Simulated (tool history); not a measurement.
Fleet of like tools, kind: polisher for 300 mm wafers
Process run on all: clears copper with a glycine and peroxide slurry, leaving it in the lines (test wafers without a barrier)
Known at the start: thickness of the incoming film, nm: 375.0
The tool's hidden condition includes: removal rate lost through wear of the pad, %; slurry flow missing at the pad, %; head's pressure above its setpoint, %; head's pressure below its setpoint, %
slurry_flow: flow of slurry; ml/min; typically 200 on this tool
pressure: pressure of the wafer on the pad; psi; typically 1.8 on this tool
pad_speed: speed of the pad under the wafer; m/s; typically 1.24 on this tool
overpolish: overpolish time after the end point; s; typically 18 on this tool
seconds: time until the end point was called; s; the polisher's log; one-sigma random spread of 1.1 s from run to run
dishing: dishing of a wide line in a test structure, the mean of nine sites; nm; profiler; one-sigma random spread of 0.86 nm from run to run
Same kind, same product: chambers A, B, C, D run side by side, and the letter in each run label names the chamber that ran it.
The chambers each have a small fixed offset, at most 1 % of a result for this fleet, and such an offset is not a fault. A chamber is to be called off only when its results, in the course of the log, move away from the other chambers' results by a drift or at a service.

run	hour	slurry_flow	pressure	pad_speed	overpolish	wafers polished on this pad	hours since the slurry nozzle was cleaned	hours since the head pressure was calibrated	seconds	dishing
# hour 2: chamber D: worn pad replaced by a new one
1C	7.3	200	1.8	1.24	18	74	700	757.3	82.655	49.887
2A	12	200	1.8	1.24	18	873	116.8	236.4	82.556	49.477
# hour 15: chamber A: worn pad replaced by a new one
3D	20.1	200	1.8	1.24	18	119	419.5	801.2	83.256	48.822
4B	25.7	200	1.8	1.24	18	350	336	245.2	81.007	48.667
5B	33.4	200	1.8	1.24	18	401	343.7	252.9	81.181	48.918
6D	40.9	200	1.8	1.24	18	257	440.3	822	82.19	48.843
7A	48.8	200	1.8	1.24	18	224	153.6	273.2	82.557	50.393
8C	54.3	200	1.8	1.24	18	385	747	804.3	80.767	49.648
9A	59	200	1.8	1.24	18	291	163.8	283.4	82.086	49.245
10C	63.5	200	1.8	1.24	18	446	756.2	813.5	81.944	49.688
11D	69.7	200	1.8	1.24	18	448	469.1	850.8	81.698	50.324
12B	75.9	200	2	1.24	18	682	386.2	295.4	75.329	54.026
13D	83.5	200	2	1.24	18	539	482.9	864.6	75.123	52.298
# hour 84.7: chamber D: slurry nozzle cleaned
14A	88.6	200	2	1.24	18	487	193.4	313	76.44	54.542
15B	96.7	200	2	1.24	18	820	407	316.2	75.257	53.046
16C	100.4	200	1.8	1.24	18	691	793.1	850.4	82.632	47.522
17D	107.4	200	1.8	1.24	18	698	22.8	888.5	81.281	50.261
18C	114.4	200	1.8	1.24	18	783	807.1	864.4	83.379	51.138
19A	122.5	200	1.8	1.24	18	712	227.3	346.9	81.063	48.844
# hour 125: chamber D: head pressure recalibrated
20B	129.1	200	1.8	1.24	18	1035	439.4	348.6	83.232	49.123
# hour 131: chamber C: worn pad replaced by a new one
21D	132.6	200	1.8	0.84	18	864	48	7.7	110.3	39.676
22A	139	200	1.8	0.84	18	821	243.8	363.4	111.01	40.2
23B	145.1	200	1.8	0.84	18	1141	455.4	364.6	112.99	40.156
24C	152.8	200	1.8	0.84	18	144	845.5	902.8	109.85	40.936
# hour 156.8: chamber C: slurry nozzle cleaned
25A	161	200	1.8	1.24	18	967	265.8	385.4	83.507	49.501
26C	169	200	1.8	1.24	18	251	12.2	919	83.366	50.09
# hour 169.8: chamber B: worn pad replaced by a new one
27B	174.6	200	1.2	1.24	18	32	484.9	394.1	111.45	38.345

For the next run the whole fleet of 4 chambers uses the same settings. Give each chamber's results:
28A	180.5	230	1.8	1.24	18				?	?
28B	180.5	230	1.8	1.24	18				?	?
28C	180.5	230	1.8	1.24	18				?	?
28D	180.5	230	1.8	1.24	18				?	?

run	seconds	dishing
28A	79.941	48.668
28B	83.432	50.966
28C	82.058	50.384
28D	81.363	48.831
